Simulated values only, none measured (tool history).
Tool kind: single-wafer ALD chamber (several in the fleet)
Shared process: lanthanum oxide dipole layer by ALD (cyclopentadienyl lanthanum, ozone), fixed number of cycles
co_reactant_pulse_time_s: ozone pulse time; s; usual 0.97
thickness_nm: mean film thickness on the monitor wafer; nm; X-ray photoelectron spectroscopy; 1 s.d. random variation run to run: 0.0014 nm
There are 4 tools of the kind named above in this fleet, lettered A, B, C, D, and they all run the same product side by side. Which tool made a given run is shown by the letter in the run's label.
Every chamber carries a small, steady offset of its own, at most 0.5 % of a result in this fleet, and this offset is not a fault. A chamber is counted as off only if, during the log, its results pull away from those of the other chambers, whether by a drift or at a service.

run   hour  co_reactant_pulse_time_s  hours since the last thermocouple change  hours since the last ozone generator service  read-back reference wafer on the same gauge, thickness_nm  thickness_nm
 1A    9.5                      0.97                                    1550.5                                        1002.6                                                    0.55741       0.49384
 2B   15.9                      0.97                                     113.5                                        1281.6                                                    0.55667       0.49643
      16.1  -- chamber A: ozone generator serviced
 3C   23.2                      0.97                                    1181.2                                         317.6                                                    0.55693       0.49329
 4D   32.2                      0.97                                     688.8                                         716.9                                                    0.55726       0.49209
 5B   37.6                      0.97                                     135.2                                        1303.3                                                    0.55651       0.49445
 6A   45.9                      0.97                                    1586.9                                          29.9                                                    0.55691       0.49495
 7C   53.1                      0.97                                    1211.1                                         347.5                                                    0.55708       0.49141
 8D   62.0                      0.97                                     718.6                                         746.7                                                    0.55691       0.49142
 9A   67.2                      0.76                                    1608.2                                          51.2                                                    0.55701       0.44873
10C   76.1                      0.76                                    1234.1                                         370.5                                                    0.55693       0.44740
11B   80.7                      0.76                                     178.3                                        1346.4                                                    0.55687       0.45234
12D   85.8                      0.76                                     742.4                                         770.5                                                    0.55685       0.45085
13A   96.2                      0.97                                    1637.2                                          80.2                                                    0.55668       0.49485
14B  102.0                      0.97                                     199.6                                        1367.7                                                    0.55700       0.49674
15C  112.3                      1.15                                    1270.3                                         406.7                                                    0.55693       0.51693
16D  121.1                      1.15                                     777.7                                         805.8                                                    0.55699       0.51704
17A  128.5                      1.15                                    1669.5                                         112.5                                                    0.55688       0.51953
18C  136.3                      1.15                                    1294.3                                         430.7                                                    0.55747       0.51865
19B  145.2                      0.97                                     242.8                                        1410.9                                                    0.55723       0.49533
20D  152.9                      0.97                                     809.5                                         837.6                                                    0.55702       0.49394
21C  162.3                      0.78                                    1320.3                                         456.7                                                    0.55708       0.45486
     169.2  -- chamber D: ozone generator serviced
22B  169.4                      0.78                                     267.0                                        1435.1                                                    0.55719       0.45658
23D  174.3                      0.78                                     830.9                                           5.2                                                    0.55707       0.45236
24A  182.8                      0.78                                    1723.8                                         166.8                                                    0.55694       0.45419

Has any chamber moved away from the others, gradually or after a service, or does the common gauge drift, or do the chambers differ only by their own small steady offsets? State the chamber and the most likely cause if one applies.

No chamber stands off beyond its own small offset, and the gauge holds steady.
